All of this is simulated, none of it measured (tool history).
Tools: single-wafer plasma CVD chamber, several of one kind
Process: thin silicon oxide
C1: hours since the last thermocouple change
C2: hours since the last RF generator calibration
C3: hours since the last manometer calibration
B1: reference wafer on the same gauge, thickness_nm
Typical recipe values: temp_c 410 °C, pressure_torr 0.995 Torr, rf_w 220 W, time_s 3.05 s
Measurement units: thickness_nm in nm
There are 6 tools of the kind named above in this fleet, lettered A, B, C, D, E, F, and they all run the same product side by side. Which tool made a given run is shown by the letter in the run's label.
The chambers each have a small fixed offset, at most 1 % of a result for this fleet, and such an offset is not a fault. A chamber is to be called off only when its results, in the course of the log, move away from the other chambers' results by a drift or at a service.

Run 1B, hour 6.7: usual settings; C1 2156.5; C2 660.4; C3 1251; B1 4.9202. Result: thickness_nm 5.7574 nm.
Run 2A, hour 13.6: usual settings; C1 1309.2; C2 67.3; C3 838.2; B1 4.9225. Result: thickness_nm 5.8414 nm.
Run 3C, hour 17.7: usual settings; C1 1114.3; C2 1761.4; C3 363.3; B1 4.9242. Result: thickness_nm 5.8059 nm.
Run 4F, hour 24: usual settings; C1 330.2; C2 973.3; C3 1239.2; B1 4.9213. Result: thickness_nm 5.8077 nm.
Run 5D, hour 27.4: usual settings but temp_c 417 °C; C1 1641.6; C2 652.5; C3 1391.3; B1 4.9184. Result: thickness_nm 5.8335 nm.
Run 6E, hour 34.4: usual settings but temp_c 417 °C; C1 900.2; C2 1736.6; C3 927.9; B1 4.9185. Result: thickness_nm 5.8538 nm.
Run 7C, hour 37.7: usual settings but temp_c 417 °C; C1 1134.3; C2 1781.4; C3 383.3; B1 4.9194. Result: thickness_nm 5.7853 nm.
Run 8D, hour 41.1: usual settings but temp_c 417 °C; C1 1655.3; C2 666.2; C3 1405; B1 4.9291. Result: thickness_nm 5.8576 nm.
Run 9B, hour 45: usual settings but temp_c 417 °C; C1 2194.8; C2 698.7; C3 1289.3; B1 4.9215. Result: thickness_nm 5.8299 nm.
Run 10F, hour 49: usual settings but temp_c 417 °C; C1 355.2; C2 998.3; C3 1264.2; B1 4.9156. Result: thickness_nm 5.8143 nm.
Run 11E, hour 55.1: usual settings; C1 920.9; C2 1757.3; C3 948.6; B1 4.9174. Result: thickness_nm 5.8961 nm.
Run 12A, hour 58.3: usual settings; C1 1353.9; C2 112; C3 882.9; B1 4.9222. Result: thickness_nm 5.8335 nm.
Run 13E, hour 62: usual settings; C1 927.8; C2 1764.2; C3 955.5; B1 4.9212. Result: thickness_nm 5.897 nm.
Run 14F, hour 68.8: usual settings; C1 375; C2 1018.1; C3 1284; B1 4.9219. Result: thickness_nm 5.8774 nm.
Run 15D, hour 74.8: usual settings; C1 1689; C2 699.9; C3 1438.7; B1 4.9196. Result: thickness_nm 5.8933 nm.
Run 16A, hour 80.7: usual settings; C1 1376.3; C2 134.4; C3 905.3; B1 4.913. Result: thickness_nm 5.8625 nm.
Run 17C, hour 85.5: usual settings; C1 1182.1; C2 1829.2; C3 431.1; B1 4.9189. Result: thickness_nm 5.8153 nm.
Run 18B, hour 89.4: usual settings; C1 2239.2; C2 743.1; C3 1333.7; B1 4.9154. Result: thickness_nm 5.8008 nm.
Run 19A, hour 95: usual settings; C1 1390.6; C2 148.7; C3 919.6; B1 4.9235. Result: thickness_nm 5.8238 nm.
Run 20B, hour 98.8: usual settings; C1 2248.6; C2 752.5; C3 1343.1; B1 4.9169. Result: thickness_nm 5.8511 nm.
Run 21C, hour 104.4: usual settings; C1 1201; C2 1848.1; C3 450; B1 4.9138. Result: thickness_nm 5.7935 nm.
Run 22E, hour 109.7: usual settings; C1 975.5; C2 1811.9; C3 1003.2; B1 4.9182. Result: thickness_nm 5.8963 nm.
At hour 111: chamber E: RF generator calibrated.
Run 23F, hour 113.7: usual settings but pressure_torr 1.137 Torr, time_s 2.7 s; C1 419.9; C2 1063; C3 1328.9; B1 4.9265. Result: thickness_nm 5.6365 nm.
Run 24D, hour 119.2: usual settings but pressure_torr 1.137 Torr, time_s 2.7 s; C1 1733.4; C2 744.3; C3 1483.1; B1 4.9209. Result: thickness_nm 5.708 nm.
Run 25B, hour 125.2: usual settings but pressure_torr 1.137 Torr, time_s 2.7 s; C1 2275; C2 778.9; C3 1369.5; B1 4.912. Result: thickness_nm 5.6177 nm.
At hour 126.4: chamber D: thermocouple changed; heater temperature recalibrated.
Run 26E, hour 128.5: usual settings but pressure_torr 1.137 Torr, time_s 2.7 s; C1 994.3; C2 17.6; C3 1022; B1 4.9212. Result: thickness_nm 5.72 nm.
Run 27C, hour 134.1: usual settings but pressure_torr 1.137 Torr, time_s 2.7 s; C1 1230.7; C2 1877.8; C3 479.7; B1 4.9271. Result: thickness_nm 5.6519 nm.
At hour 134.3: chamber A: thermocouple changed; heater temperature recalibrated.
Run 28A, hour 137.9: usual settings but pressure_torr 1.137 Torr, time_s 2.7 s; C1 3.6; C2 191.6; C3 962.5; B1 4.9207. Result: thickness_nm 5.6587 nm.
At hour 139.1: chamber F: capacitance manometer re-zeroed and calibrated.
Run 29F, hour 142.7: usual settings; C1 448.9; C2 1092; C3 3.7; B1 4.9167. Result: thickness_nm 5.8781 nm.
At hour 143.8: chamber B: RF generator calibrated.
Run 30D, hour 148.9: usual settings but temp_c 416 °C, pressure_torr 0.902 Torr; C1 22.6; C2 774; C3 1512.8; B1 4.9181. Result: thickness_nm 5.4302 nm.
Run 31E, hour 155.2: usual settings but temp_c 416 °C, pressure_torr 0.902 Torr; C1 1021; C2 44.3; C3 1048.7; B1 4.9246. Result: thickness_nm 5.4151 nm.
Run 32D, hour 161.2: usual settings but temp_c 416 °C, pressure_torr 0.902 Torr; C1 34.9; C2 786.3; C3 1525.1; B1 4.912. Result: thickness_nm 5.4392 nm.
Run 33F, hour 168: usual settings but temp_c 416 °C, pressure_torr 0.902 Torr; C1 474.2; C2 1117.3; C3 29; B1 4.9192. Result: thickness_nm 5.3561 nm.
Run 34B, hour 172.4: usual settings but temp_c 416 °C, pressure_torr 0.902 Torr; C1 2322.2; C2 28.7; C3 1416.7; B1 4.9146. Result: thickness_nm 5.3478 nm.
Run 35A, hour 179.7: usual settings but temp_c 416 °C, pressure_torr 0.902 Torr; C1 45.4; C2 233.4; C3 1004.3; B1 4.9274. Result: thickness_nm 5.4165 nm.
Run 36C, hour 185.8: usual settings; C1 1282.4; C2 1929.5; C3 531.4; B1 4.9196. Result: thickness_nm 5.8035 nm.

Read the log: is a single chamber off, either drifting away or since a service, is the gauge that measures every chamber drifting, or is nothing wrong beyond small per-chamber offsets? Name any odd chamber and what most likely caused it.

Nothing is wrong: each chamber keeps only its own small, steady offset and the gauge holds still.
